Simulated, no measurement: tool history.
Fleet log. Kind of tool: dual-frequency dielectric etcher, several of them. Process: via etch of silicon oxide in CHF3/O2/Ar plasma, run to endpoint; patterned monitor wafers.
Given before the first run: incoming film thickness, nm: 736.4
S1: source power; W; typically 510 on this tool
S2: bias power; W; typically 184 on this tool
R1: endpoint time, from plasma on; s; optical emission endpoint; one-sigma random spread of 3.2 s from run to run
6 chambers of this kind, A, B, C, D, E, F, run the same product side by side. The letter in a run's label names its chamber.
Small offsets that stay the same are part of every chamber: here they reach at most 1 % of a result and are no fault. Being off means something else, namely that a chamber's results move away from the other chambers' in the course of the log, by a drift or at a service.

Run 1E, day 0.408: usual settings. Result: R1 393.32 s.
Run 2A, day 0.842: usual settings. Result: R1 394.87 s.
Run 3B, day 1.458: usual settings. Result: R1 399.06 s.
Run 4C, day 1.746: usual settings. Result: R1 390.49 s.
Run 5F, day 2.238: usual settings but S2 209 W. Result: R1 374.59 s.
Run 6D, day 2.767: usual settings but S2 209 W. Result: R1 376.99 s.
Run 7E, day 3.108: usual settings but S2 209 W. Result: R1 378.51 s.
Run 8F, day 3.408: usual settings but S2 209 W. Result: R1 373.85 s.
Run 9D, day 3.938: usual settings but S2 209 W. Result: R1 373.00 s.
Run 10A, day 4.350: usual settings but S2 209 W. Result: R1 372.67 s.
Run 11C, day 4.700: usual settings. Result: R1 392.26 s.
Run 12B, day 5.200: usual settings. Result: R1 399.38 s.
Run 13D, day 5.662: usual settings. Result: R1 390.47 s.
Run 14A, day 6.054: usual settings. Result: R1 389.57 s.
At day 6.188: chamber E: wet clean of the chamber.
Run 15C, day 6.417: usual settings but S2 160 W. Result: R1 409.14 s.
At day 6.558: chamber A: wet clean of the chamber.
Run 16F, day 6.892: usual settings but S2 160 W. Result: R1 405.50 s.
Run 17E, day 7.408: usual settings but S2 160 W. Result: R1 405.57 s.
Run 18B, day 7.938: usual settings but S2 160 W. Result: R1 416.15 s.
Run 19D, day 8.442: usual settings but S2 160 W. Result: R1 416.17 s.
Run 20E, day 8.871: usual settings but S2 160 W. Result: R1 415.20 s.
Run 21B, day 9.471: usual settings. Result: R1 394.76 s.
Run 22A, day 9.775: usual settings. Result: R1 399.13 s.
Run 23C, day 10.221: usual settings. Result: R1 388.52 s.
Run 24F, day 10.517: usual settings. Result: R1 394.67 s.
At day 11.062: chamber F: wet clean of the chamber.
Run 25F, day 11.096: usual settings. Result: R1 390.00 s.
Run 26A, day 11.367: usual settings. Result: R1 393.37 s.
Run 27E, day 11.917: usual settings. Result: R1 391.30 s.
Run 28D, day 12.504: usual settings. Result: R1 389.79 s.
Run 29B, day 12.808: usual settings. Result: R1 392.47 s.
Run 30C, day 13.271: usual settings. Result: R1 392.09 s.
At day 13.408: chamber C: wet clean of the chamber.
Run 31F, day 13.821: usual settings. Result: R1 399.68 s.
Run 32D, day 14.392: usual settings. Result: R1 390.20 s.
At day 14.521: chamber B: wet clean of the chamber.
Run 33B, day 14.846: usual settings. Result: R1 401.79 s.
Run 34E, day 15.400: usual settings. Result: R1 387.40 s.
Run 35C, day 15.908: usual settings. Result: R1 385.36 s.
Run 36A, day 16.179: usual settings. Result: R1 395.87 s.
Run 37A, day 16.517: usual settings. Result: R1 394.11 s.

Does one chamber stand apart from the rest, does the shared gauge drift, or is all well apart from small per-chamber offsets? Give the chamber and the most likely cause, where there is one.

The fleet is healthy, with each chamber sitting at its usual small offset and no drift in the gauge.
